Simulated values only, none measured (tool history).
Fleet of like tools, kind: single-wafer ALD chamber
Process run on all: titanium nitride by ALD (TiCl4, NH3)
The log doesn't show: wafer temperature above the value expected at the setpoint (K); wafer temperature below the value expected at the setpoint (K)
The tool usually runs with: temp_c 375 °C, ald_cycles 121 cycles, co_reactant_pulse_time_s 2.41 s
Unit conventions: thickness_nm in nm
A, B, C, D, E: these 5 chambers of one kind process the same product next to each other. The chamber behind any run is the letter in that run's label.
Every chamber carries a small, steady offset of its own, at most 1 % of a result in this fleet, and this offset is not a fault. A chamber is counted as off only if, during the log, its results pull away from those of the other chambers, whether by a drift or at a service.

run,hour,temp_c,ald_cycles,co_reactant_pulse_time_s,hours since the last thermocouple change,"read-back reference wafer on the same gauge, thickness_nm",thickness_nm
1D,4.1,375,121,2.41,642.8,2.9096,2.6313
2C,11.2,375,121,2.41,139.0,2.9082,2.6235
3B,14.8,375,121,2.41,1908.3,2.9101,2.6338
4A,22.5,375,121,2.41,657.0,2.9084,2.6125
5E,28.5,375,121,2.41,1013.2,2.9072,2.6338
6A,33.4,375,121,2.41,667.9,2.9085,2.6154
7C,36.8,375,110,2.41,164.6,2.9076,2.3884
8E,44.3,375,110,2.41,1029.0,2.9055,2.3919
9D,49.8,375,110,2.41,688.5,2.9061,2.3902
10B,57.5,375,110,2.41,1951.0,2.9049,2.3967
11D,61.6,375,110,2.41,700.3,2.9046,2.3917
12A,66.2,375,121,2.41,700.7,2.9052,2.6190
13B,71.0,375,121,2.41,1964.5,2.9045,2.6282
14E,77.4,375,121,2.41,1062.1,2.9044,2.6299
15C,83.3,375,121,2.41,211.1,2.9028,2.6305
16D,89.6,375,121,2.02,728.3,2.9029,2.6032
17E,95.5,375,121,2.02,1080.2,2.9013,2.5974
18B,102.7,375,121,2.02,1996.2,2.9018,2.6025
19A,108.5,375,121,2.02,743.0,2.9000,2.5794
20C,112.0,375,121,2.02,239.8,2.9015,2.5945
21B,118.1,375,121,2.41,2011.6,2.9005,2.6260
22C,125.8,375,121,2.41,253.6,2.8986,2.6219
23A,132.9,375,121,2.41,767.4,2.8988,2.6142
24D,137.7,375,121,2.41,776.4,2.8986,2.6277
25E,144.4,375,121,2.41,1129.1,2.8979,2.6209
26E,148.9,389,121,1.62,1133.6,2.8983,2.6009
27B,154.7,389,121,1.62,2048.2,2.8976,2.6011
28D,160.7,389,121,1.62,799.4,2.8981,2.5981
29C,166.7,389,121,1.62,294.5,2.8973,2.5987
30A,171.1,389,121,1.62,805.6,2.8946,2.5843
31C,177.4,375,135,1.54,305.2,2.8950,2.8429
32B,183.6,375,135,1.54,2077.1,2.8953,2.8486
33D,189.5,375,135,1.54,828.2,2.8939,2.8404
34E,196.8,375,135,1.54,1181.5,2.8930,2.8449
35A,200.2,375,135,1.54,834.7,2.8957,2.8161
36D,206.6,375,121,2.41,845.3,2.8937,2.6221
37C,214.2,375,121,2.41,342.0,2.8937,2.6192
38B,221.1,375,121,2.41,2114.6,2.8933,2.6141

Next, all 5 chambers run the settings below, one line each with question marks for the results. What does each chamber give?
39A,226.7,375,121,2.41,,,?
39B,226.7,375,121,2.41,,,?
39C,226.7,375,121,2.41,,,?
39D,226.7,375,121,2.41,,,?
39E,226.7,375,121,2.41,,,?

run,thickness_nm
39A,2.6038
39B,2.6264
39C,2.6121
39D,2.6201
39E,2.6211
